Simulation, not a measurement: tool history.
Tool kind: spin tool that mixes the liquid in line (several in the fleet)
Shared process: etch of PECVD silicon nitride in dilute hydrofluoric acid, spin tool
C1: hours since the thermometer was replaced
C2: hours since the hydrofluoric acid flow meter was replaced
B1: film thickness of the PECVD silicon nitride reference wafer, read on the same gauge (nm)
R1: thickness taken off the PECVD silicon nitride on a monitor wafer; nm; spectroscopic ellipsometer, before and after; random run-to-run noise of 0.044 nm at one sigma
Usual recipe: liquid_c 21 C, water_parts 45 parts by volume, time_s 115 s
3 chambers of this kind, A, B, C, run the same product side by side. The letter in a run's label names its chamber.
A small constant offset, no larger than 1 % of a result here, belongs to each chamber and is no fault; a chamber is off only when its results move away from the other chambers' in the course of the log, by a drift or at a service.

run 1A hour=7 | liquid_c=21 water_parts=45 time_s=115 | C1=987.4 C2=805.2 | B1=150.01 | R1=7.0997
run 2B hour=11.1 | liquid_c=21 water_parts=45 time_s=115 | C1=204.6 C2=1654.7 | B1=149.95 | R1=7.0153
run 3C hour=19.1 | liquid_c=21 water_parts=45 time_s=115 | C1=1377.6 C2=1088.5 | B1=150 | R1=7.05
run 4B hour=25.3 | liquid_c=21 water_parts=45 time_s=115 | C1=218.8 C2=1668.9 | B1=150 | R1=7.0369
run 5C hour=32.5 | liquid_c=21 water_parts=45 time_s=115 | C1=1391 C2=1101.9 | B1=149.99 | R1=7.1463
run 6A hour=37.2 | liquid_c=21 water_parts=45 time_s=115 | C1=1017.6 C2=835.4 | B1=149.99 | R1=7.0712
run 7B hour=44.7 | liquid_c=21 water_parts=45 time_s=115 | C1=238.2 C2=1688.3 | B1=150.02 | R1=7.0803
run 8C hour=49.3 | liquid_c=21 water_parts=45 time_s=115 | C1=1407.8 C2=1118.7 | B1=150 | R1=7.0567
run 9A hour=57.3 | liquid_c=21 water_parts=45 time_s=115 | C1=1037.7 C2=855.5 | B1=150 | R1=7.0669
run 10C hour=65.4 | liquid_c=17.5 water_parts=45 time_s=115 | C1=1423.9 C2=1134.8 | B1=150.02 | R1=5.53
run 11A hour=69.3 | liquid_c=17.5 water_parts=45 time_s=115 | C1=1049.7 C2=867.5 | B1=150.02 | R1=5.4647
run 12B hour=76.5 | liquid_c=17.5 water_parts=45 time_s=115 | C1=270 C2=1720.1 | B1=150 | R1=5.6163
run 13A hour=83.6 | liquid_c=23.5 water_parts=45 time_s=80 | C1=1064 C2=881.8 | B1=149.99 | R1=5.8444
-- hour=91.4 chamber B: hydrofluoric acid flow meter replaced
run 14C hour=91.5 | liquid_c=23.5 water_parts=45 time_s=80 | C1=1450 C2=1160.9 | B1=149.98 | R1=5.9119
run 15B hour=97.9 | liquid_c=23.5 water_parts=45 time_s=80 | C1=291.4 C2=6.5 | B1=149.99 | R1=5.9279
run 16A hour=106 | liquid_c=21 water_parts=45 time_s=115 | C1=1086.4 C2=904.2 | B1=150.01 | R1=6.9578
run 17B hour=114.4 | liquid_c=21 water_parts=45 time_s=115 | C1=307.9 C2=23 | B1=150 | R1=7.0724
run 18C hour=118.7 | liquid_c=21 water_parts=45 time_s=115 | C1=1477.2 C2=1188.1 | B1=149.99 | R1=7.1819
run 19B hour=123.4 | liquid_c=21 water_parts=45 time_s=115 | C1=316.9 C2=32 | B1=149.99 | R1=7.0641
run 20A hour=130.4 | liquid_c=25 water_parts=45 time_s=115 | C1=1110.8 C2=928.6 | B1=150 | R1=9.278
run 21C hour=137.1 | liquid_c=25 water_parts=45 time_s=115 | C1=1495.6 C2=1206.5 | B1=150 | R1=9.5262
run 22C hour=145.5 | liquid_c=25 water_parts=45 time_s=115 | C1=1504 C2=1214.9 | B1=149.99 | R1=9.6117
run 23B hour=153.7 | liquid_c=21 water_parts=45 time_s=115 | C1=347.2 C2=62.3 | B1=150 | R1=7.1281
run 24A hour=158.3 | liquid_c=21 water_parts=45 time_s=115 | C1=1138.7 C2=956.5 | B1=150.02 | R1=7.0556
run 25B hour=163.3 | liquid_c=21 water_parts=45 time_s=115 | C1=356.8 C2=71.9 | B1=150.03 | R1=7.0523
run 26C hour=170.6 | liquid_c=21 water_parts=45 time_s=115 | C1=1529.1 C2=1240 | B1=150.04 | R1=7.2244
run 27A hour=174.7 | liquid_c=21 water_parts=45 time_s=115 | C1=1155.1 C2=972.9 | B1=149.97 | R1=6.9893
run 28C hour=178.6 | liquid_c=23.5 water_parts=60 time_s=115 | C1=1537.1 C2=1248 | B1=150 | R1=6.5602
run 29B hour=183 | liquid_c=23.5 water_parts=60 time_s=115 | C1=376.5 C2=91.6 | B1=150.01 | R1=6.2887

All 3 chambers run these settings next. Forecast each chamber's results:
run 30A hour=189.1 | liquid_c=21 water_parts=45 time_s=115 | R1=?
run 30B hour=189.1 | liquid_c=21 water_parts=45 time_s=115 | R1=?
run 30C hour=189.1 | liquid_c=21 water_parts=45 time_s=115 | R1=?

run=30A R1=7.0142
run=30B R1=7.1263
run=30C R1=7.3192

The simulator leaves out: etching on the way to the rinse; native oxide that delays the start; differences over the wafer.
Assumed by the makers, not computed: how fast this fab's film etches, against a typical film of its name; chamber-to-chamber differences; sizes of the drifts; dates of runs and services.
